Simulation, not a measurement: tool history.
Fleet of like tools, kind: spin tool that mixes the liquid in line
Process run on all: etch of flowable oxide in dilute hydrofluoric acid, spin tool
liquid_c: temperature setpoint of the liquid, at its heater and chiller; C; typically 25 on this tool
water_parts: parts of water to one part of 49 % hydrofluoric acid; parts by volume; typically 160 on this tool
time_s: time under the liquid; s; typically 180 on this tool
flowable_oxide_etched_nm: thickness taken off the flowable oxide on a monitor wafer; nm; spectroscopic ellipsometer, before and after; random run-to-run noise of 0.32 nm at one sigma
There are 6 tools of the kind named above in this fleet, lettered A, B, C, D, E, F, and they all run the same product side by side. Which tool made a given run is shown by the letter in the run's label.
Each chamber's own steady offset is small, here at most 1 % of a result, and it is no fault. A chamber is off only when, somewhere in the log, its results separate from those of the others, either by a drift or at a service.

run,day,liquid_c,water_parts,time_s,hours since the thermometer was replaced,hours since the hydrofluoric acid flow meter was replaced,"read-back film thickness of the flowable oxide reference wafer, read on the same gauge (nm)",flowable_oxide_etched_nm
1E,0.179,25,160,180,695.4,1511.8,130,34.742
2A,0.342,25,160,180,903.9,1689.9,129.99,35.16
3D,0.538,25,160,180,1776,748,129.95,34.442
4C,0.792,25,160,180,271.7,435.5,130.01,35.505
5B,1.121,25,160,180,1612.3,915.4,130,34.687
6F,1.317,25,160,180,1188,437.1,130,35.217
7F,1.658,25,215,180,1196.2,445.3,129.95,24.577
8D,1.942,25,215,180,1809.7,781.7,130.01,24.306
9A,2.221,25,215,180,949,1735,130.01,24.475
10C,2.417,25,215,180,310.7,474.5,130.03,24.819
11B,2.625,25,215,180,1648.4,951.5,130.01,23.57
12E,2.879,25,215,180,760.2,1576.6,130,24.469
13F,3.167,25,160,180,1232.4,481.5,129.99,35.208
14E,3.496,25,160,180,775,1591.4,130,35.194
15C,3.658,25,160,180,340.5,504.3,130.04,35.315
# day 3.762: chamber D: hydrofluoric acid flow meter replaced
16A,3.979,25,160,180,991.2,1777.2,129.98,35.144
17B,4.225,25,160,180,1686.8,989.9,129.99,34.712
18D,4.496,29,160,180,1871,17.7,130.02,40.12
19B,4.746,29,160,180,1699.3,1002.4,129.99,39.935
20A,5.017,29,160,180,1016.1,1802.1,129.98,40.925
# day 5.046: chamber D: thermometer replaced
21E,5.304,29,160,180,818.4,1634.8,129.99,40.294
22C,5.65,29,160,180,388.3,552.1,130.04,40.832
23D,5.925,29,160,180,21.1,52,129.99,40.557
24F,6.142,25,160,180,1303.8,552.9,130,34.662
25D,6.458,25,160,180,33.9,64.8,130,34.96
26E,6.808,26.5,160,180,854.5,1670.9,129.99,37.294
27F,7.083,26.5,160,180,1326.4,575.5,129.99,37.261
28C,7.312,26.5,160,180,428.2,592,129.98,37.129
29A,7.662,26.5,160,180,1079.6,1865.6,130.02,37.148
30B,7.942,26.5,160,180,1776,1079.1,129.94,36.891
31C,8.15,26.5,160,180,448.3,612.1,130.01,37.587
# day 8.262: chamber E: hydrofluoric acid flow meter replaced
32F,8.429,25,160,180,1358.7,607.8,130.04,35.579
33D,8.771,25,160,180,89.4,120.3,130.03,34.869
34E,9.092,25,160,180,909.3,20,130.07,35.136
35B,9.308,25,160,180,1808.8,1111.9,130.01,34.847
36A,9.558,25,160,180,1125.1,1911.1,129.98,34.872
37C,9.775,25,160,180,487.3,651.1,129.95,35.077
38F,10.05,25,160,180,1397.6,646.7,130,34.535

Is one chamber off against the others, does the gauge drift, or is nothing wrong? If a chamber is off, say which, and what the likeliest cause is.

Neither any chamber nor the gauge drifts; the chambers differ only by their own small, steady offsets.
